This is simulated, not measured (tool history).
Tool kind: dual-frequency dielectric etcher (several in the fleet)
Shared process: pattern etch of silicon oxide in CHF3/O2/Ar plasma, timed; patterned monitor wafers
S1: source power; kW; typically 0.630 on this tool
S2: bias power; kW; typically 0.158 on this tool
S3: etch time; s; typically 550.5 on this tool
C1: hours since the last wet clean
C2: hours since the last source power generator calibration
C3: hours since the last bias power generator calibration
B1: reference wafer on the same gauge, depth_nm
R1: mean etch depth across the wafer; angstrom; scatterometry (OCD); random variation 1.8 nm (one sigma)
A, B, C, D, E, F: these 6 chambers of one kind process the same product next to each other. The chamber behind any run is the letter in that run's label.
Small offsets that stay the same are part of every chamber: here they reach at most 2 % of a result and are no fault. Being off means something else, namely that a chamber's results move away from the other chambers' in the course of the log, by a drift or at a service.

run,hour,S1,S2,S3,C1,C2,C3,B1,R1
1C,4.0,0.630,0.158,550.5,600.6,183.8,1039.0,1180.2,10826.0
# hour 5.2: chamber C: wet clean of the chamber
2F,7.8,0.630,0.158,550.5,481.3,1559.9,2429.1,1180.0,10618.0
3E,13.2,0.630,0.158,550.5,555.4,72.9,1806.1,1181.3,10689.0
4B,16.3,0.630,0.158,550.5,307.9,1075.1,2474.0,1181.1,10670.0
5D,23.2,0.630,0.158,550.5,480.2,2343.7,873.2,1180.8,10796.0
6A,26.8,0.630,0.158,550.5,158.5,85.9,1366.6,1180.7,10620.0
7D,31.1,0.630,0.158,550.5,488.1,2351.6,881.1,1181.3,10749.0
8C,35.0,0.630,0.158,550.5,29.9,214.8,1070.0,1181.0,10820.0
9A,41.0,0.490,0.158,550.5,172.7,100.1,1380.8,1181.5,9630.5
# hour 47.4: chamber B: wet clean of the chamber
10E,47.6,0.490,0.158,550.5,589.8,107.3,1840.5,1181.5,9711.8
# hour 52.2: chamber F: wet clean of the chamber
11B,54.1,0.490,0.158,550.5,6.7,1112.9,2511.8,1181.9,9686.8
12F,59.0,0.490,0.158,550.5,6.8,1611.1,2480.3,1182.6,9677.5
# hour 63.3: chamber E: wet clean of the chamber
13C,63.9,0.490,0.158,550.5,58.8,243.7,1098.9,1182.3,9834.9
14A,68.2,0.490,0.158,550.5,199.9,127.3,1408.0,1182.7,9633.4
15D,73.8,0.630,0.158,550.5,530.8,2394.3,923.8,1183.1,10775.0
16E,79.3,0.630,0.158,550.5,16.0,139.0,1872.2,1182.8,10735.0
17F,84.8,0.630,0.158,550.5,32.6,1636.9,2506.1,1183.5,10649.0
18B,88.8,0.630,0.158,550.5,41.4,1147.6,2546.5,1183.4,10688.0
19D,93.7,0.630,0.158,550.5,550.7,2414.2,943.7,1183.2,10780.0
20F,98.6,0.630,0.158,550.5,46.4,1650.7,2519.9,1183.8,10646.0
21B,102.1,0.630,0.158,550.5,54.7,1160.9,2559.8,1184.0,10683.0
22A,108.0,0.630,0.158,550.5,239.7,167.1,1447.8,1184.6,10650.0
23E,111.2,0.630,0.158,550.5,47.9,170.9,1904.1,1184.5,10733.0
24C,115.2,0.630,0.158,550.5,110.1,295.0,1150.2,1184.5,10864.0
25F,120.5,0.630,0.158,550.5,68.3,1672.6,2541.8,1184.1,10629.0
26D,124.0,0.630,0.158,550.5,581.0,2444.5,974.0,1184.9,10833.0
27C,130.3,0.630,0.158,550.5,125.2,310.1,1165.3,1185.4,10862.0
28B,134.0,0.630,0.158,550.5,86.6,1192.8,2591.7,1185.2,10695.0
29E,140.6,0.630,0.158,550.5,77.3,200.3,1933.5,1185.8,10731.0
30A,146.2,0.630,0.158,550.5,277.9,205.3,1486.0,1186.0,10641.0
31F,151.9,0.630,0.158,550.5,99.7,1704.0,2573.2,1186.3,10652.0
32D,157.5,0.630,0.136,550.5,614.5,2478.0,1007.5,1186.1,10281.0
33A,163.1,0.630,0.136,550.5,294.8,222.2,1502.9,1186.4,10202.0
34C,169.7,0.630,0.136,550.5,164.6,349.5,1204.7,1186.1,10338.0
35B,173.7,0.630,0.136,550.5,126.3,1232.5,2631.4,1186.8,10194.0
36E,176.8,0.630,0.136,550.5,113.5,236.5,1969.7,1186.8,10250.0
37F,180.0,0.630,0.136,550.5,127.8,1732.1,2601.3,1186.8,10160.0
38D,183.8,0.630,0.158,550.5,640.8,2504.3,1033.8,1186.8,10817.0
39A,190.2,0.630,0.158,550.5,321.9,249.3,1530.0,1187.4,10686.0
40E,195.3,0.770,0.158,550.5,132.0,255.0,1988.2,1187.5,11635.0
41C,198.8,0.770,0.158,550.5,193.7,378.6,1233.8,1188.0,11735.0
42B,204.4,0.770,0.158,550.5,157.0,1263.2,2662.1,1187.8,11602.0

All 6 chambers run these settings next. Forecast each chamber's results:
43A,209.5,0.630,0.158,550.5,,,,,?
43B,209.5,0.630,0.158,550.5,,,,,?
43C,209.5,0.630,0.158,550.5,,,,,?
43D,209.5,0.630,0.158,550.5,,,,,?
43E,209.5,0.630,0.158,550.5,,,,,?
43F,209.5,0.630,0.158,550.5,,,,,?

run,R1
43A,10677.0
43B,10724.0
43C,10851.0
43D,10851.0
43E,10732.0
43F,10660.0

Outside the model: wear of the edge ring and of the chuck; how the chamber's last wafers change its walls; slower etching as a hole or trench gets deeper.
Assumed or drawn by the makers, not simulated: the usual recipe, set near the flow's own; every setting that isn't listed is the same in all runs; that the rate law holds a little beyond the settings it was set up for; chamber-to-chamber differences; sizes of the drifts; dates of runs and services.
